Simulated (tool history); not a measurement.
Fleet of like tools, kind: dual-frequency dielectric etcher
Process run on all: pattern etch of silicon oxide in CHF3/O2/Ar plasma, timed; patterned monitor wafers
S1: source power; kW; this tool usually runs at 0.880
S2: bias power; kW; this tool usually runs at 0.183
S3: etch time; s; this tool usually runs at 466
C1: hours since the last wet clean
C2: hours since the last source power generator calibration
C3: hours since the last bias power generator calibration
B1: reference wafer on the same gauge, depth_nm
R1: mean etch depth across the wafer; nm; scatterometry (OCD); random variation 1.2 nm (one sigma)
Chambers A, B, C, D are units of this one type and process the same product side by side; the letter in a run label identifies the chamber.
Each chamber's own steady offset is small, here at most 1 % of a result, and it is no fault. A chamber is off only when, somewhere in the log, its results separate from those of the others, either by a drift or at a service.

| run | hour | S1 | S2 | S3 | C1 | C2 | C3 | B1 | R1 |
|---|---|---|---|---|---|---|---|---|---|
| 1C | 3.4 | 0.880 | 0.183 | 466 | 354.6 | 1333.7 | 2186.9 | 1090.2 | 1065.90 |
| 2D | 6.6 | 0.880 | 0.183 | 466 | 148.2 | 2785.8 | 4160.8 | 1090.0 | 1077.40 |
| 3B | 10.9 | 0.880 | 0.183 | 466 | 321.9 | 1355.5 | 890.9 | 1090.3 | 1070.10 |
| 4A | 13.6 | 0.880 | 0.183 | 466 | 16.3 | 839.4 | 1510.1 | 1090.6 | 1068.50 |
| 5A | 17.2 | 0.880 | 0.183 | 466 | 19.9 | 843.0 | 1513.7 | 1090.4 | 1065.80 |
| 6B | 23.2 | 0.880 | 0.183 | 466 | 334.2 | 1367.8 | 903.2 | 1090.8 | 1070.70 |
| 7D | 25.9 | 0.690 | 0.148 | 466 | 167.5 | 2805.1 | 4180.1 | 1091.0 | 914.97 |
| 8C | 29.4 | 0.690 | 0.148 | 466 | 380.6 | 1359.7 | 2212.9 | 1091.1 | 910.35 |
| 9B | 33.2 | 0.690 | 0.148 | 466 | 344.2 | 1377.8 | 913.2 | 1091.6 | 909.88 |
| 10C | 38.2 | 0.690 | 0.148 | 466 | 389.4 | 1368.5 | 2221.7 | 1091.6 | 909.98 |
|  | 38.4 | chamber C: wet clean of the chamber |
| 11A | 42.8 | 0.880 | 0.183 | 466 | 45.5 | 868.6 | 1539.3 | 1091.8 | 1071.60 |
| 12D | 49.1 | 0.880 | 0.183 | 466 | 190.7 | 2828.3 | 4203.3 | 1091.7 | 1079.00 |
| 13A | 54.7 | 0.760 | 0.183 | 466 | 57.4 | 880.5 | 1551.2 | 1092.3 | 1012.70 |
|  | 56.3 | chamber B: wet clean of the chamber |
| 14D | 61.1 | 0.760 | 0.183 | 466 | 202.7 | 2840.3 | 4215.3 | 1092.7 | 1020.10 |
| 15C | 65.4 | 0.760 | 0.183 | 466 | 27.1 | 1395.7 | 2248.9 | 1092.6 | 1010.00 |
| 16B | 68.6 | 0.760 | 0.183 | 466 | 12.3 | 1413.2 | 948.6 | 1092.9 | 1011.80 |
| 17C | 71.4 | 0.880 | 0.183 | 466 | 33.1 | 1401.7 | 2254.9 | 1093.1 | 1068.20 |
| 18B | 75.3 | 0.880 | 0.183 | 466 | 19.0 | 1419.9 | 955.3 | 1093.2 | 1072.80 |
| 19D | 81.1 | 0.880 | 0.183 | 466 | 222.7 | 2860.3 | 4235.3 | 1093.1 | 1081.60 |
| 20A | 87.3 | 0.880 | 0.183 | 466 | 90.0 | 913.1 | 1583.8 | 1093.2 | 1069.90 |
| 21A | 92.2 | 0.880 | 0.183 | 466 | 94.9 | 918.0 | 1588.7 | 1093.6 | 1071.00 |
| 22D | 96.9 | 0.880 | 0.183 | 466 | 238.5 | 2876.1 | 4251.1 | 1093.9 | 1082.40 |
| 23B | 100.9 | 0.880 | 0.183 | 466 | 44.6 | 1445.5 | 980.9 | 1094.0 | 1074.10 |
| 24C | 103.7 | 0.880 | 0.183 | 466 | 65.4 | 1434.0 | 2287.2 | 1094.0 | 1070.40 |
| 25B | 109.8 | 0.960 | 0.205 | 466 | 53.5 | 1454.4 | 989.8 | 1094.4 | 1153.60 |
| 26C | 115.9 | 0.960 | 0.205 | 466 | 77.6 | 1446.2 | 2299.4 | 1094.6 | 1150.00 |
| 27D | 118.9 | 0.960 | 0.205 | 466 | 260.5 | 2898.1 | 4273.1 | 1094.5 | 1161.50 |
| 28A | 125.3 | 0.960 | 0.205 | 466 | 128.0 | 951.1 | 1621.8 | 1094.8 | 1150.50 |

Predict what each chamber gives when all 4 of them run the settings below next.
| 29A | 129.9 | 0.880 | 0.183 | 466 |  |  |  |  | ? |
| 29B | 129.9 | 0.880 | 0.183 | 466 |  |  |  |  | ? |
| 29C | 129.9 | 0.880 | 0.183 | 466 |  |  |  |  | ? |
| 29D | 129.9 | 0.880 | 0.183 | 466 |  |  |  |  | ? |

| run | R1 |
|---|---|
| 29A | 1074.00 |
| 29B | 1076.30 |
| 29C | 1070.70 |
| 29D | 1080.70 |
